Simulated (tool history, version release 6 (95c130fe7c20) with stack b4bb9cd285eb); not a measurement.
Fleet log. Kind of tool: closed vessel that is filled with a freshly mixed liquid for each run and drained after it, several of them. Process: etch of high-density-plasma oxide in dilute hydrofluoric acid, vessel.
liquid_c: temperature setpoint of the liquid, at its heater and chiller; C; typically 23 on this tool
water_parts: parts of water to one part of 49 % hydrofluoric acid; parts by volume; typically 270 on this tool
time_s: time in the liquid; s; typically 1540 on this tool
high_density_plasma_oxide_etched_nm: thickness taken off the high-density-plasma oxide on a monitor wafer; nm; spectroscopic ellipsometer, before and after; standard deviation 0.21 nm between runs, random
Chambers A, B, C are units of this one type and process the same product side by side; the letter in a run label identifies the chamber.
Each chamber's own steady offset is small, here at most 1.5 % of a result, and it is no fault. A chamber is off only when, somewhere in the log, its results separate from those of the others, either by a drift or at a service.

run	hour	liquid_c	water_parts	time_s	hours since the thermometer was replaced	hours since the hydrofluoric acid flow meter was replaced	read-back film thickness of the high-density-plasma oxide reference wafer, read on the same gauge (nm)	high_density_plasma_oxide_etched_nm
1B	3.4	23	270	1540	396.6	788.1	70.015	27.137
2A	7.0	23	270	1540	1238.8	886.4	70.005	26.949
3C	10.6	23	270	1540	134.0	328.8	70.005	26.793
4B	13.0	23	270	1540	406.2	797.7	70.005	27.189
5A	16.1	23	270	1540	1247.9	895.5	70.001	26.781
6C	18.7	23	270	1540	142.1	336.9	69.984	27.099
7A	21.9	23	270	1540	1253.7	901.3	69.972	26.827
8B	25.9	23	155	1915	419.1	810.6	70.011	65.307
9C	27.8	23	155	1915	151.2	346.0	70.004	65.735
10A	31.8	23	155	1915	1263.6	911.2	69.994	66.122
11C	33.7	23	270	1540	157.1	351.9	69.993	26.791
12B	35.9	23	270	1540	429.1	820.6	70.007	27.506
13C	38.0	23	390	1120	161.4	356.2	70.002	11.973
14B	40.0	23	390	1120	433.2	824.7	70.004	12.592
15A	42.7	23	390	1120	1274.5	922.1	70.006	12.108
16C	46.5	23	270	1540	169.9	364.7	70.003	26.996
17B	49.1	23	365	1955	442.3	833.8	69.999	23.940
18A	51.9	23	365	1955	1283.7	931.3	70.013	23.343
19A	55.2	23	365	1955	1287.0	934.6	69.988	23.314
20B	58.8	25	270	2445	452.0	843.5	70.005	47.422
21C	61.4	25	270	2445	184.8	379.6	70.007	45.541
22A	65.3	25	270	2445	1297.1	944.7	70.001	45.816
23B	67.9	23	270	1540	461.1	852.6	70.006	28.074
24C	70.2	23	270	1540	193.6	388.4	70.012	26.711
25C	72.6	23	270	1540	196.0	390.8	70.015	26.942
26B	75.4	23	270	1540	468.6	860.1	69.999	27.619

Does one chamber stand apart from the rest, does the shared gauge drift, or is all well apart from small per-chamber offsets? Give the chamber and the most likely cause, where there is one.

Chamber B drifts away from the others.
Cause: hydrofluoric acid flow above the setpoint (%) = 3.63.
Not necessarily distinguishable in this log from: liquid hotter than its thermometer reads (K).

Here are 4 candidates for chamber B's next run, each the usual settings with a change, their results left as question marks. Which one brings its results back in line with what the others give on the usual settings?
To be in line, a result may differ from the other chambers' mean on the usual settings by at most: high_density_plasma_oxide_etched_nm 0.720 nm
27B-1	78.4	23	265	1575				?
27B-2	78.4	23	295	1540				?
27B-3	78.4	23	260	1625				?
27B-4	78.4	23	275	1500				?

The mean the other chambers reach with the usual settings: high_density_plasma_oxide_etched_nm 26.851 nm
run	high_density_plasma_oxide_etched_nm
27B-1	29.603
27B-2	25.326
27B-3	31.270
27B-4	26.930
27B-4 puts the chamber back in line with the other chambers.
